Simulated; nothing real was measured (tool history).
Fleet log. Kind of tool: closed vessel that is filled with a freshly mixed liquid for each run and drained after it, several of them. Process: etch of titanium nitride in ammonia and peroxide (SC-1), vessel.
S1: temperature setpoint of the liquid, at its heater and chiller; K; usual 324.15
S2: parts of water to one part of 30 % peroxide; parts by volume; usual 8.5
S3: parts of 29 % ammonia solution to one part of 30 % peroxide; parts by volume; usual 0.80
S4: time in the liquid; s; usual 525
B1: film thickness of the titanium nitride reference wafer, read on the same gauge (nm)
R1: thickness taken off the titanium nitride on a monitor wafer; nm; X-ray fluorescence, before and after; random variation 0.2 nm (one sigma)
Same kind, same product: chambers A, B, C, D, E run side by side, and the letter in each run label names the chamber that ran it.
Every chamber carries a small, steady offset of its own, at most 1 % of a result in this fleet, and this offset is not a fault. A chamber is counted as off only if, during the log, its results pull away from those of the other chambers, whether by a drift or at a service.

run   hour      S1    S2    S3   S4      B1      R1
 1D    4.8  324.15   8.5  0.80  525  110.00  31.363
 2B   10.1  324.15   8.5  0.80  525  110.00  30.959
 3C   15.4  324.15   8.5  0.80  525  109.98  31.517
 4E   18.0  324.15   8.5  0.80  525  110.02  31.153
      18.6  -- chamber B: new drum of ammonia solution connected
 5A   21.4  324.15   8.5  0.80  525  109.96  31.515
      22.6  -- chamber C: ammonia flow meter replaced
 6D   24.1  324.15   8.5  0.80  525  109.98  31.212
 7A   27.5  324.15   8.5  0.80  525  109.97  31.769
 8B   31.4  324.15   8.5  0.80  525  110.01  31.055
 9E   36.1  324.15   8.5  0.80  525  110.02  31.136
10C   39.3  324.15   8.5  0.80  525  109.98  31.341
11D   44.4  324.15   8.5  0.80  525  109.97  30.996
12E   48.0  324.15   8.5  0.80  525  109.99  31.225
13A   53.1  324.15   8.5  0.80  525  110.03  31.242
14C   56.8  333.15  11.5  0.80  525  109.99  48.695
      58.5  -- chamber C: new drum of ammonia solution connected
15B   60.2  333.15  11.5  0.80  525  109.95  48.147
16E   64.4  333.15  11.5  0.80  525  109.96  49.045
17B   68.9  333.15  11.5  0.80  525  109.94  49.000
18D   71.6  333.15  11.5  0.80  525  109.99  49.123
19C   75.8  324.15   8.5  0.80  525  110.01  31.499
20A   79.7  324.15   8.5  0.80  525  110.04  31.460
21A   83.0  324.15   8.5  0.80  525  110.01  31.329
22D   88.0  329.65   8.5  1.15  525  109.97  46.606
23B   90.6  329.65   8.5  1.15  525  109.99  48.185
24E   93.4  329.65   8.5  1.15  525  109.98  47.649
25C   96.5  329.65   8.5  1.15  525  110.01  47.922
26B  100.8  329.65   8.5  1.15  525  109.97  47.413
27E  105.8  324.15   8.5  0.80  525  110.00  31.011
28A  108.7  324.15   8.5  0.80  525  109.98  31.200
29C  112.0  324.15   8.5  0.80  525  110.06  31.264
30D  117.3  324.15   8.5  0.80  525  109.99  29.955
     120.9  -- chamber E: new drum of ammonia solution connected
31A  122.5  324.15   8.5  0.80  525  109.99  31.190
32D  127.8  324.15   8.5  0.70  525  110.03  28.772
33E  132.1  324.15   8.5  0.70  525  110.03  30.542
34C  135.7  324.15   8.5  0.70  525  109.99  30.295
35B  138.9  324.15   8.5  0.70  525  110.03  30.099
36C  142.4  324.15   8.5  0.70  525  110.00  30.408
37A  145.2  324.15   8.5  0.80  525  110.01  31.450
38E  148.8  324.15   8.5  0.80  525  109.95  31.375

Does one chamber stand apart from the rest, does the shared gauge drift, or is all well apart from small per-chamber offsets? Give the chamber and the most likely cause, where there is one.

Chamber D drifts away from the others.
Cause: liquid colder than its thermometer reads (K) = 0.871.

Which of the 4 candidates below, each the usual settings with something changed and its results left as question marks, puts chamber D back in line with what the other chambers give on the usual settings?
In line here means within this much of the mean the other chambers give on the usual settings: R1 0.710 nm
39D-1  152.7  323.15  8.5  0.80  495       ?
39D-2  152.7  323.65  8.5  0.80  510       ?
39D-3  152.7  325.15  8.5  0.80  555       ?
39D-4  152.7  324.15  8.5  0.80  555       ?

Average result of the remaining chambers running the usual settings: R1 31.184 nm
  run      R1
39D-1  25.709
39D-2  27.450
39D-3  33.202
39D-4  30.954
The answer is 39D-4, which returns the chamber to within the allowed miss of the others.
